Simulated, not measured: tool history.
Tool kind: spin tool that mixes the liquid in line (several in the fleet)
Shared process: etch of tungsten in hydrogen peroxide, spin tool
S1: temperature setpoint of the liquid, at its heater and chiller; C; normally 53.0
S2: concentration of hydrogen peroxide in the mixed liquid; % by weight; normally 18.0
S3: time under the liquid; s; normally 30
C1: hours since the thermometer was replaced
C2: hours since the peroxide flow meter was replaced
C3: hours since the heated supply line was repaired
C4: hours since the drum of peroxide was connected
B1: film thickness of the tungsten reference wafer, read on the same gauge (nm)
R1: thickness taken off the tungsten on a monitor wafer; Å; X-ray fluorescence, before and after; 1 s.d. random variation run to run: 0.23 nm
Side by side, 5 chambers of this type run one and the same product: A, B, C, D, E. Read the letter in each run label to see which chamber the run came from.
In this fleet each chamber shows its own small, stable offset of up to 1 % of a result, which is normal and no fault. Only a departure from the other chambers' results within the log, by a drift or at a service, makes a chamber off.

run,hour,S1,S2,S3,C1,C2,C3,C4,B1,R1
1B,9.1,53.0,18.0,30,1922.7,161.6,716.8,399.6,39.995,421.91
2A,16.7,53.0,18.0,30,1370.0,567.3,100.0,509.6,39.984,425.23
# hour 20.8: chamber D: peroxide flow meter replaced
3D,25.6,53.0,18.0,30,137.2,4.9,1441.5,687.0,39.963,416.61
4E,33.8,53.0,18.0,30,2296.8,575.6,791.8,845.0,39.991,422.94
# hour 42.9: chamber B: new drum of peroxide connected
5C,44.1,53.0,20.5,40,1306.7,608.1,1862.6,115.2,39.946,590.99
# hour 47.0: chamber B: heated supply line repaired
6A,55.1,53.0,20.5,40,1408.4,605.7,138.4,548.0,40.005,603.56
7C,60.1,53.0,20.5,40,1322.7,624.1,1878.6,131.2,40.002,589.02
8D,68.3,53.0,20.5,40,179.9,47.6,1484.2,729.7,40.021,595.78
9B,77.4,53.0,20.5,40,1991.0,229.9,30.5,34.6,39.986,601.61
10E,87.4,53.0,18.0,30,2350.4,629.2,845.4,898.6,40.000,417.54
11C,93.1,58.0,15.5,30,1355.7,657.1,1911.6,164.2,40.011,515.61
12E,98.8,58.0,15.5,30,2361.8,640.6,856.8,910.0,40.043,517.50
13B,105.5,58.0,15.5,30,2019.1,258.0,58.6,62.7,40.005,528.19
14A,110.8,58.0,15.5,30,1464.1,661.4,194.1,603.7,39.986,531.14
15D,121.1,58.0,15.5,30,232.7,100.4,1537.0,782.5,40.007,521.56
16A,129.8,48.5,18.0,15,1483.1,680.4,213.1,622.7,40.015,163.03
17C,140.2,48.5,18.0,15,1402.8,704.2,1958.7,211.3,40.064,158.67
18E,147.1,48.5,18.0,15,2410.1,688.9,905.1,958.3,39.986,160.20
19B,155.1,48.5,18.0,15,2068.7,307.6,108.2,112.3,39.995,161.40
20D,164.0,48.5,18.0,15,275.6,143.3,1579.9,825.4,40.012,160.12
21D,169.3,60.0,18.0,30,280.9,148.6,1585.2,830.7,39.946,625.05
# hour 170.2: chamber A: new drum of peroxide connected
22B,180.5,60.0,18.0,30,2094.1,333.0,133.6,137.7,40.003,633.15
23E,191.4,60.0,18.0,30,2454.4,733.2,949.4,1002.6,40.039,629.32
24A,199.7,60.0,18.0,30,1553.0,750.3,283.0,29.5,39.972,634.71
25C,204.7,60.0,18.0,30,1467.3,768.7,2023.2,275.8,39.994,624.74
26D,211.7,53.0,18.0,30,323.3,191.0,1627.6,873.1,40.012,415.95
27A,219.2,53.0,18.0,30,1572.5,769.8,302.5,49.0,39.994,422.36
28B,226.5,53.0,18.0,30,2140.1,379.0,179.6,183.7,40.021,424.54
# hour 228.8: chamber D: heated supply line repaired
29E,236.1,53.0,18.0,30,2499.1,777.9,994.1,1047.3,40.011,420.49
30C,247.1,53.0,18.0,30,1509.7,811.1,2065.6,318.2,40.012,415.96
31B,257.7,53.0,18.0,30,2171.3,410.2,210.8,214.9,39.991,418.82
32D,264.9,53.0,18.0,30,376.5,244.2,36.1,926.3,40.017,416.89
33A,271.4,53.0,18.0,30,1624.7,822.0,354.7,101.2,40.025,423.32
# hour 272.8: chamber B: thermometer replaced
34C,280.4,53.0,18.0,30,1543.0,844.4,2098.9,351.5,40.002,417.24
# hour 281.1: chamber C: peroxide flow meter replaced
35E,286.7,53.0,18.0,30,2549.7,828.5,1044.7,1097.9,40.010,418.70
36A,297.9,53.0,18.0,30,1651.2,848.5,381.2,127.7,40.023,426.97
37D,308.8,53.0,18.0,45,420.4,288.1,80.0,970.2,39.982,632.08
# hour 313.6: chamber E: thermometer replaced
# hour 316.5: chamber B: peroxide flow meter replaced
38E,318.1,53.0,18.0,45,4.6,859.9,1076.1,1129.3,40.000,627.30
39B,323.7,53.0,18.0,45,51.0,7.2,276.8,280.9,40.004,633.34
40C,331.2,53.0,18.0,45,1593.8,50.1,2149.7,402.3,39.978,625.96
41E,337.9,53.0,18.0,45,24.4,879.7,1095.9,1149.1,40.000,623.23
42C,346.6,53.0,18.0,30,1609.2,65.5,2165.1,417.7,40.033,416.39

The same settings go to every chamber for the next run, one line per chamber below. Forecast the results for each:
43A,354.7,53.0,18.0,30,,,,,,?
43B,354.7,53.0,18.0,30,,,,,,?
43C,354.7,53.0,18.0,30,,,,,,?
43D,354.7,53.0,18.0,30,,,,,,?
43E,354.7,53.0,18.0,30,,,,,,?

run,R1
43A,425.66
43B,426.00
43C,415.67
43D,420.02
43E,420.34
